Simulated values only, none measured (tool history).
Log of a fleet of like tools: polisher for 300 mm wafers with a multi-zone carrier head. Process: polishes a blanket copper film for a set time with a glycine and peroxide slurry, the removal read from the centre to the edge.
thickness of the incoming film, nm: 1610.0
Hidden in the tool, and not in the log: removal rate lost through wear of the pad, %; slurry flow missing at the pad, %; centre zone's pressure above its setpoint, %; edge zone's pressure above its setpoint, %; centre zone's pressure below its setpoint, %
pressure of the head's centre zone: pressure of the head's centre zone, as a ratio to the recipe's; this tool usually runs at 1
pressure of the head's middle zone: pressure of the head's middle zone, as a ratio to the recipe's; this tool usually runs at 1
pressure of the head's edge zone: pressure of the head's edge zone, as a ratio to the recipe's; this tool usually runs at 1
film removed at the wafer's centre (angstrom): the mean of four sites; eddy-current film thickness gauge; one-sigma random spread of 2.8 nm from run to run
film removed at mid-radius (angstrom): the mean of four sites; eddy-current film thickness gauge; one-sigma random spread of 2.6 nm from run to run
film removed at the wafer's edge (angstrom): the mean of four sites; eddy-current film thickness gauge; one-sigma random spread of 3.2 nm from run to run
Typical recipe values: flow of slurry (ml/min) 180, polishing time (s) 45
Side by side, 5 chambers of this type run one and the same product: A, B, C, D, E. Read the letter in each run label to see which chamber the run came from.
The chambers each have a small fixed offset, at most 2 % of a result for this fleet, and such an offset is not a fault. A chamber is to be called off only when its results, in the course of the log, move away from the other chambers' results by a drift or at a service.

| run | hour | flow of slurry (ml/min) | pressure of the head's centre zone | pressure of the head's middle zone | pressure of the head's edge zone | polishing time (s) | wafers polished on this pad | hours since the slurry nozzle was cleaned | hours since the centre zone pressure was calibrated | hours since the edge zone pressure was calibrated | film removed at the wafer's centre (angstrom) | film removed at mid-radius (angstrom) | film removed at the wafer's edge (angstrom) |
|---|---|---|---|---|---|---|---|---|---|---|---|---|---|
| 1C | 6 | 180 | 1 | 1 | 1 | 45 | 224 | 121.7 | 23.8 | 602.6 | 2326.4 | 2329.1 | 2324.6 |
|  | 9.7 | chamber C: edge zone pressure recalibrated |
| 2B | 11.7 | 180 | 1 | 1 | 1 | 45 | 397 | 103.2 | 75.2 | 866.7 | 2419.2 | 2339.1 | 2338.6 |
| 3D | 17.2 | 180 | 1 | 1 | 1 | 45 | 246 | 227.2 | 301.2 | 288.9 | 2355.4 | 2338.9 | 2322 |
| 4A | 23.2 | 180 | 1 | 1 | 1 | 45 | 336 | 176.4 | 85.8 | 1304.8 | 2361.5 | 2388.1 | 2338.1 |
| 5E | 30 | 180 | 1 | 1 | 1 | 45 | 530 | 372.4 | 241.8 | 96.8 | 2289.7 | 2342.1 | 2369.5 |
| 6C | 37.3 | 180 | 1.04 | 1 | 1 | 45 | 459 | 153 | 55.1 | 27.7 | 2462.7 | 2335.2 | 2351 |
| 7D | 40.9 | 180 | 1.04 | 1 | 1 | 45 | 424 | 250.9 | 324.9 | 312.6 | 2372.8 | 2349.6 | 2293.8 |
| 8A | 44.6 | 180 | 1.04 | 1 | 1 | 45 | 497 | 197.8 | 107.2 | 1326.2 | 2431.1 | 2281.9 | 2329.2 |
| 9E | 49.3 | 180 | 1.04 | 1 | 1 | 45 | 675 | 391.7 | 261.1 | 116.1 | 2400.5 | 2336 | 2292.9 |
|  | 49.7 | chamber E: worn pad replaced by a new one |
|  | 51.5 | chamber A: worn pad replaced by a new one |
| 10B | 56 | 180 | 1.04 | 1 | 1 | 45 | 730 | 147.5 | 119.5 | 911 | 2420.8 | 2324.6 | 2341.1 |
| 11D | 60.7 | 180 | 1 | 1 | 1 | 45 | 572 | 270.7 | 344.7 | 332.4 | 2343.1 | 2330.3 | 2300.2 |
| 12C | 66.7 | 205 | 1 | 1 | 0.91 | 45 | 680 | 182.4 | 84.5 | 57.1 | 2399.1 | 2375.2 | 2252.9 |
|  | 70.1 | chamber D: worn pad replaced by a new one |
| 13A | 71.7 | 205 | 1 | 1 | 0.91 | 45 | 152 | 224.9 | 134.3 | 1353.3 | 2450.3 | 2354.9 | 2254.7 |
|  | 76 | chamber C: worn pad replaced by a new one |
| 14E | 76.6 | 205 | 1 | 1 | 0.91 | 45 | 202 | 419 | 288.4 | 143.4 | 2418.4 | 2318.7 | 2226.9 |
| 15B | 80.5 | 205 | 1 | 1 | 0.91 | 45 | 914 | 172 | 144 | 935.5 | 2393.4 | 2320 | 2214.9 |
|  | 85.4 | chamber A: slurry nozzle cleaned |
| 16A | 87.1 | 205 | 1 | 1 | 0.91 | 45 | 267 | 1.7 | 149.7 | 1368.7 | 2414.5 | 2322.7 | 2279.1 |
| 17C | 93.7 | 180 | 1 | 1 | 1 | 45 | 133 | 209.4 | 111.5 | 84.1 | 2318.5 | 2343.4 | 2348.4 |
| 18B | 98.6 | 180 | 1 | 1 | 1 | 45 | 1050 | 190.1 | 162.1 | 953.6 | 2244.1 | 2209.9 | 2317 |
| 19E | 105.5 | 180 | 1 | 1 | 1 | 45 | 419 | 447.9 | 317.3 | 172.3 | 2365.1 | 2322.3 | 2325 |
| 20D | 109.9 | 180 | 1.04 | 1 | 1.09 | 45 | 299 | 319.9 | 393.9 | 381.6 | 2463.2 | 2284.6 | 2429.4 |
|  | 113.9 | chamber B: edge zone pressure recalibrated |
| 21B | 116 | 180 | 1.04 | 1 | 1.09 | 45 | 1181 | 207.5 | 179.5 | 2.1 | 2366.4 | 2237.4 | 2309.2 |
|  | 118.8 | chamber D: edge zone pressure recalibrated |
| 22D | 119.5 | 180 | 1.04 | 1 | 1.09 | 45 | 371 | 329.5 | 403.5 | 0.8 | 2438.5 | 2340.1 | 2403.9 |
| 23C | 125.8 | 180 | 1.04 | 1 | 1.09 | 45 | 374 | 241.5 | 143.6 | 116.2 | 2444.3 | 2384.9 | 2488.9 |
| 24E | 131.8 | 180 | 1.04 | 1 | 1.09 | 45 | 616 | 474.2 | 343.6 | 198.6 | 2436.3 | 2315.4 | 2437.8 |
| 25A | 136 | 180 | 1 | 1 | 1 | 45 | 635 | 50.6 | 198.6 | 1417.6 | 2396.1 | 2368.7 | 2334.6 |
|  | 137.7 | chamber A: worn pad replaced by a new one |
| 26C | 139.9 | 205 | 1 | 1 | 1 | 45 | 480 | 255.6 | 157.7 | 130.3 | 2396.2 | 2413.6 | 2358.4 |
|  | 142.5 | chamber D: worn pad replaced by a new one |
| 27A | 144 | 205 | 1 | 1 | 1 | 45 | 47 | 58.6 | 206.6 | 1425.6 | 2475.2 | 2387.9 | 2338.8 |
|  | 145.4 | chamber E: worn pad replaced by a new one |
| 28E | 147.9 | 205 | 1 | 1 | 1 | 45 | 18 | 490.3 | 359.7 | 214.7 | 2321.9 | 2334.5 | 2328.8 |
| 29D | 153.7 | 205 | 1 | 1 | 1 | 45 | 84 | 363.7 | 437.7 | 35 | 2371.7 | 2385.8 | 2284.3 |
| 30B | 160.4 | 205 | 1 | 1 | 1 | 45 | 1514 | 251.9 | 223.9 | 46.5 | 2230.6 | 2232.1 | 2256.1 |
| 31D | 164 | 180 | 1 | 1 | 1 | 45 | 161 | 374 | 448 | 45.3 | 2340.4 | 2387.1 | 2273.2 |
| 32E | 170.6 | 180 | 1 | 1 | 1 | 45 | 189 | 513 | 382.4 | 237.4 | 2315.9 | 2306.5 | 2268.2 |
| 33B | 174.9 | 180 | 1 | 1 | 1 | 45 | 1623 | 266.4 | 238.4 | 61 | 2173.9 | 2148.3 | 2132 |
| 34A | 180.5 | 225 | 1.05 | 1 | 1 | 45 | 321 | 95.1 | 243.1 | 1462.1 | 2561.9 | 2387.2 | 2424.6 |
| 35C | 184 | 225 | 1.05 | 1 | 1 | 45 | 811 | 299.7 | 201.8 | 174.4 | 2504.8 | 2384.8 | 2433.1 |
|  | 190.3 | chamber C: worn pad replaced by a new one |
| 36E | 190.7 | 225 | 1.05 | 1 | 1 | 45 | 340 | 533.1 | 402.5 | 257.5 | 2545.1 | 2397 | 2377.2 |
| 37B | 195.6 | 225 | 1.05 | 1 | 1 | 45 | 1778 | 287.1 | 259.1 | 81.7 | 2411.3 | 2181.9 | 2163.4 |
| 38C | 202.7 | 225 | 1.05 | 1 | 1 | 45 | 93 | 318.4 | 220.5 | 193.1 | 2612.8 | 2414.7 | 2429.7 |

What goes on in this fleet: one chamber off, a drifting gauge, or nothing beyond the chambers' own small offsets? Name the chamber and the cause, if any.

Little by little, chamber B moves away from the other chambers.
What lies behind it: removal rate lost through wear of the pad, % = 10.3.
The log may not tell that from: slurry flow missing at the pad, %.

Chamber B could run next with any of the 4 candidate recipes listed below; each alters the usual settings, and their results appear as question marks. Which one brings its results back in line with what the other chambers deliver on the usual settings?
A result is in line if it is within this distance of the other chambers' mean on the usual settings: film removed at the wafer's centre (angstrom) 99; film removed at mid-radius (angstrom) 91; film removed at the wafer's edge (angstrom) 110
| 39B-1 | 208 | 175 | 1 | 0.99 | 0.99 | 38 |  |  |  |  | ? | ? | ? |
| 39B-2 | 208 | 180 | 1 | 1 | 1 | 41 |  |  |  |  | ? | ? | ? |
| 39B-3 | 208 | 185 | 1 | 1.01 | 1.01 | 52 |  |  |  |  | ? | ? | ? |
| 39B-4 | 208 | 180 | 1 | 1 | 1 | 49 |  |  |  |  | ? | ? | ? |

On the usual settings, the other chambers give on average: film removed at the wafer's centre (angstrom) 2337.2; film removed at mid-radius (angstrom) 2330.7; film removed at the wafer's edge (angstrom) 2316.6
| run | film removed at the wafer's centre (angstrom) | film removed at mid-radius (angstrom) | film removed at the wafer's edge (angstrom) |
|---|---|---|---|
| 39B-1 | 1778.2 | 1765 | 1771.2 |
| 39B-2 | 1928.4 | 1930.8 | 1927.3 |
| 39B-3 | 2457.7 | 2482 | 2464.7 |
| 39B-4 | 2304.7 | 2307.5 | 2303.4 |
39B-4 is the one that brings the chamber's results back in line with the other chambers.

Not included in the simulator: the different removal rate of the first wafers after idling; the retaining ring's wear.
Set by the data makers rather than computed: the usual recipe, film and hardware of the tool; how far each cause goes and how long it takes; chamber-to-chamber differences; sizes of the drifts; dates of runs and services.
